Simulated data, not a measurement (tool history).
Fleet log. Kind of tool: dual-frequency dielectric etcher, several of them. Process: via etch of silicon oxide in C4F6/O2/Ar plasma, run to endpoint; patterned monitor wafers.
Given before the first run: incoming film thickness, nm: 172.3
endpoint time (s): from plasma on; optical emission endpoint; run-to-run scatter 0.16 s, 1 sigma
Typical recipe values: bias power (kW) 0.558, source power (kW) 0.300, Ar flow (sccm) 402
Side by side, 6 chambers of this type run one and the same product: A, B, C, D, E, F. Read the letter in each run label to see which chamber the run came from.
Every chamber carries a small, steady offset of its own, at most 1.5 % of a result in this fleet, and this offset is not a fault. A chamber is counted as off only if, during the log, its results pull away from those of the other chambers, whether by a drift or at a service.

run	hour	bias power (kW)	source power (kW)	Ar flow (sccm)	endpoint time (s)
1C	3.7	0.558	0.300	402	42.131
2B	7.6	0.558	0.300	402	41.806
3D	13.7	0.558	0.300	402	41.577
4A	18.7	0.558	0.300	402	41.986
5E	21.7	0.558	0.300	402	41.117
6F	25.3	0.558	0.300	402	41.791
7D	29.2	0.558	0.300	402	41.826
8E	33.7	0.558	0.300	402	41.333
9C	39.4	0.558	0.300	402	42.351
10A	42.9	0.558	0.300	402	42.165
11F	46.9	0.558	0.300	402	41.857
12B	49.8	0.558	0.300	402	42.333
13F	54.0	0.558	0.300	402	41.692
14A	60.1	0.558	0.300	402	42.135
15B	64.5	0.558	0.300	402	42.606
16C	69.3	0.558	0.300	402	42.286
17D	73.7	0.558	0.300	402	41.476
18E	79.0	0.558	0.300	402	41.114
19C	82.8	0.625	0.300	402	40.115
20E	87.3	0.625	0.300	402	39.504
21D	91.4	0.625	0.300	402	39.878
22B	95.2	0.625	0.300	402	41.007
23A	100.7	0.625	0.300	402	40.522
24F	104.9	0.625	0.300	402	39.926
25A	107.9	0.558	0.300	402	42.103
26F	112.7	0.558	0.300	402	41.820
27C	118.9	0.558	0.300	402	42.052
# hour 122.8: chamber D: source power generator calibrated
28E	125.3	0.558	0.300	402	40.963
29D	130.3	0.558	0.300	402	41.631
30B	135.4	0.558	0.300	402	43.199
31A	139.3	0.558	0.300	402	41.831
32B	143.0	0.558	0.300	402	43.195
33D	149.0	0.558	0.300	402	41.645
# hour 153.0: chamber F: wet clean of the chamber
34E	153.0	0.558	0.300	402	41.232
# hour 158.9: chamber C: wet clean of the chamber
35C	159.6	0.504	0.300	351	43.182
36F	163.6	0.504	0.300	351	43.011

Next, all 6 chambers run the settings below, one line each with question marks for the results. What does each chamber give?
37A	168.4	0.558	0.300	402	?
37B	168.4	0.558	0.300	402	?
37C	168.4	0.558	0.300	402	?
37D	168.4	0.558	0.300	402	?
37E	168.4	0.558	0.300	402	?
37F	168.4	0.558	0.300	402	?

run	endpoint time (s)
37A	42.622
37B	43.595
37C	42.255
37D	41.435
37E	41.292
37F	41.820
